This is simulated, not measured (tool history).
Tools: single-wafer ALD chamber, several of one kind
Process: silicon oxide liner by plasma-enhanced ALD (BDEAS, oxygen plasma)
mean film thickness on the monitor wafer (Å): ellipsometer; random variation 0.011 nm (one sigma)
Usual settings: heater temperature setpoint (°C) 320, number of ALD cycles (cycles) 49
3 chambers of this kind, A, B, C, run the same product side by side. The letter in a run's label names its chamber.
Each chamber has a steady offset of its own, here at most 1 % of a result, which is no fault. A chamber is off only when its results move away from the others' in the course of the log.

run    day  heater temperature setpoint (°C)  number of ALD cycles (cycles)  hours since the last thermocouple change  read-back reference wafer on the same gauge, thickness_nm  mean film thickness on the monitor wafer (Å)
 1B  0.254                               320                             49                                    1212.7                                                     4.4797                                        44.275
 2A  0.517                               320                             49                                    1305.9                                                     4.4786                                        44.092
 3C  0.788                               320                             49                                     244.4                                                     4.4781                                        44.259
 4C  1.012                               320                             49                                     249.8                                                     4.4837                                        44.123
 5A  1.221                               320                             49                                    1322.8                                                     4.4794                                        44.066
 6B  1.471                               320                             49                                    1241.9                                                     4.4821                                        44.383
 7C  1.858                               320                             49                                     270.1                                                     4.4782                                        44.135
 8A  2.158                               320                             49                                    1345.3                                                     4.4775                                        44.096
 9B  2.446                               320                             49                                    1265.3                                                     4.4801                                        44.108
10C  2.788                               320                             49                                     292.4                                                     4.4791                                        44.180
11B  3.067                               320                             46                                    1280.2                                                     4.4796                                        41.549
12A  3.454                               320                             46                                    1376.4                                                     4.4786                                        41.244
13A  3.829                               320                             46                                    1385.4                                                     4.4798                                        41.437
14C  4.175                               320                             49                                     325.7                                                     4.4814                                        44.084
15B  4.433                               320                             42                                    1313.0                                                     4.4811                                        37.749
16C  4.733                               320                             42                                     339.1                                                     4.4803                                        37.941
17B  5.079                               320                             42                                    1328.5                                                     4.4801                                        37.787
18A  5.417                               320                             49                                    1423.5                                                     4.4784                                        44.015
19A  5.646                               320                             49                                    1429.0                                                     4.4826                                        43.985
20C  6.021                               320                             49                                     370.0                                                     4.4791                                        44.268
21B  6.304                               320                             49                                    1357.9                                                     4.4777                                        44.207
22C  6.638                               320                             57                                     384.8                                                     4.4800                                        51.382
23B  6.925                               320                             57                                    1372.8                                                     4.4783                                        51.284
24A  7.154                               320                             57                                    1465.2                                                     4.4767                                        51.289
25B  7.475                               320                             49                                    1386.0                                                     4.4786                                        44.092
26A  7.750                               320                             49                                    1479.5                                                     4.4810                                        43.929
27C  7.962                               320                             49                                     416.6                                                     4.4827                                        44.086
28B  8.146                               320                             49                                    1402.1                                                     4.4791                                        44.199
29C  8.358                               320                             49                                     426.1                                                     4.4805                                        44.203
30A  8.708                               320                             49                                    1502.5                                                     4.4805                                        43.900

All 3 chambers run these settings next. Forecast each chamber's results:
31A  8.996                               320                             56                                                                                                                                                  ?
31B  8.996                               320                             56                                                                                                                                                  ?
31C  8.996                               320                             56                                                                                                                                                  ?

run  mean film thickness on the monitor wafer (Å)
31A                                        50.357
31B                                        50.545
31C                                        50.489
